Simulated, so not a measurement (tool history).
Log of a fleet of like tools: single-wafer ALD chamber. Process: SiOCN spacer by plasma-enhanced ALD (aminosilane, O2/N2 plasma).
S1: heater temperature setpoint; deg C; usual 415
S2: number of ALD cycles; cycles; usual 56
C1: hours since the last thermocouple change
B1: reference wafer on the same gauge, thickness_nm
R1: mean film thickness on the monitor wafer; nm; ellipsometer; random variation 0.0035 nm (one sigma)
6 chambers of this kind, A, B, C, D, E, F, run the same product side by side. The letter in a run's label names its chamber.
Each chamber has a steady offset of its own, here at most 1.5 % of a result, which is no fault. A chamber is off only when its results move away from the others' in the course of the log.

{"run": "1C", "hour": 2.5, "S1": 415, "S2": 56, "C1": 1062.5, "B1": 3.4791, "R1": 3.2138}
{"run": "2A", "hour": 6.9, "S1": 415, "S2": 56, "C1": 1767, "B1": 3.4793, "R1": 3.2095}
{"run": "3D", "hour": 10.8, "S1": 415, "S2": 56, "C1": 448.6, "B1": 3.4795, "R1": 3.2196}
{"run": "4E", "hour": 13.9, "S1": 415, "S2": 56, "C1": 943, "B1": 3.479, "R1": 3.2626}
{"run": "5F", "hour": 17.5, "S1": 408, "S2": 65, "C1": 891.2, "B1": 3.4781, "R1": 3.8071}
{"run": "6B", "hour": 19.9, "S1": 408, "S2": 65, "C1": 703.4, "B1": 3.4779, "R1": 3.8123}
{"run": "7A", "hour": 22.1, "S1": 408, "S2": 65, "C1": 1782.2, "B1": 3.4785, "R1": 3.7942}
{"run": "8F", "hour": 25.1, "S1": 408, "S2": 65, "C1": 898.8, "B1": 3.4779, "R1": 3.8028}
{"run": "9B", "hour": 27.5, "S1": 408, "S2": 65, "C1": 711, "B1": 3.4773, "R1": 3.8087}
{"run": "10E", "hour": 30.4, "S1": 408, "S2": 65, "C1": 959.5, "B1": 3.4779, "R1": 3.8661}
{"run": "11D", "hour": 33.1, "S1": 415, "S2": 56, "C1": 470.9, "B1": 3.4764, "R1": 3.2168}
{"run": "12C", "hour": 37.5, "S1": 415, "S2": 56, "C1": 1097.5, "B1": 3.4759, "R1": 3.2124}
{"run": "13B", "hour": 42.0, "S1": 402, "S2": 56, "C1": 725.5, "B1": 3.4763, "R1": 3.3472}
{"run": "14A", "hour": 45.1, "S1": 402, "S2": 56, "C1": 1805.2, "B1": 3.4764, "R1": 3.3326}
{"run": "15D", "hour": 48.8, "S1": 402, "S2": 56, "C1": 486.6, "B1": 3.4758, "R1": 3.3508}
{"run": "16F", "hour": 52.4, "S1": 402, "S2": 56, "C1": 926.1, "B1": 3.4751, "R1": 3.3378}
{"run": "17C", "hour": 56.3, "S1": 402, "S2": 56, "C1": 1116.3, "B1": 3.474, "R1": 3.3441}
{"run": "18E", "hour": 61.0, "S1": 402, "S2": 56, "C1": 990.1, "B1": 3.4742, "R1": 3.3889}
{"run": "19A", "hour": 66.2, "S1": 415, "S2": 56, "C1": 1826.3, "B1": 3.473, "R1": 3.203}
{"run": "20E", "hour": 69.3, "S1": 415, "S2": 56, "C1": 998.4, "B1": 3.4729, "R1": 3.2562}
{"run": "21F", "hour": 72.5, "S1": 415, "S2": 56, "C1": 946.2, "B1": 3.4723, "R1": 3.198}
{"run": "22B", "hour": 76.8, "S1": 415, "S2": 56, "C1": 760.3, "B1": 3.4724, "R1": 3.2162}
{"run": "23D", "hour": 81.4, "S1": 415, "S2": 56, "C1": 519.2, "B1": 3.4722, "R1": 3.2131}
{"run": "24C", "hour": 84.5, "S1": 415, "S2": 56, "C1": 1144.5, "B1": 3.4716, "R1": 3.2047}
{"run": "25D", "hour": 88.7, "S1": 415, "S2": 56, "C1": 526.5, "B1": 3.4713, "R1": 3.2121}
{"run": "26A", "hour": 91.0, "S1": 415, "S2": 56, "C1": 1851.1, "B1": 3.4709, "R1": 3.2062}
{"run": "27C", "hour": 94.2, "S1": 415, "S2": 56, "C1": 1154.2, "B1": 3.4704, "R1": 3.2084}
{"run": "28E", "hour": 96.4, "S1": 415, "S2": 56, "C1": 1025.5, "B1": 3.4713, "R1": 3.2593}
{"run": "29B", "hour": 100.8, "S1": 427, "S2": 63, "C1": 784.3, "B1": 3.4688, "R1": 3.477}
{"run": "30F", "hour": 105.9, "S1": 427, "S2": 63, "C1": 979.6, "B1": 3.4692, "R1": 3.4664}
{"run": "31C", "hour": 110.8, "S1": 427, "S2": 63, "C1": 1170.8, "B1": 3.4685, "R1": 3.4718}
{"run": "32E", "hour": 114.8, "S1": 427, "S2": 63, "C1": 1043.9, "B1": 3.468, "R1": 3.5241}
{"run": "33B", "hour": 117.7, "S1": 427, "S2": 63, "C1": 801.2, "B1": 3.468, "R1": 3.4761}
{"run": "34A", "hour": 121.8, "S1": 427, "S2": 63, "C1": 1881.9, "B1": 3.4669, "R1": 3.4503}
{"run": "35F", "hour": 124.2, "S1": 415, "S2": 56, "C1": 997.9, "B1": 3.4676, "R1": 3.1988}
{"run": "36D", "hour": 128.0, "S1": 415, "S2": 50, "C1": 565.8, "B1": 3.4679, "R1": 2.8658}
{"run": "37E", "hour": 130.6, "S1": 415, "S2": 50, "C1": 1059.7, "B1": 3.4672, "R1": 2.9063}
{"run": "38A", "hour": 134.1, "S1": 415, "S2": 50, "C1": 1894.2, "B1": 3.4662, "R1": 2.8524}
{"run": "39F", "hour": 138.1, "S1": 415, "S2": 50, "C1": 1011.8, "B1": 3.4657, "R1": 2.8503}
{"run": "40B", "hour": 141.9, "S1": 415, "S2": 50, "C1": 825.4, "B1": 3.4657, "R1": 2.8566}
{"run": "41C", "hour": 145.6, "S1": 415, "S2": 50, "C1": 1205.6, "B1": 3.4655, "R1": 2.8589}
{"run": "42D", "hour": 149.0, "S1": 415, "S2": 56, "C1": 586.8, "B1": 3.4658, "R1": 3.2071}
{"run": "43D", "hour": 153.8, "S1": 415, "S2": 56, "C1": 591.6, "B1": 3.4643, "R1": 3.2059}

Is one chamber off against the others, does the gauge drift, or is nothing wrong? If a chamber is off, say which, and what the likeliest cause is.

The gauge drifts, so all chambers seem to drift together. No chamber is off.
Cause: gauge reads low (%) = 0.446.
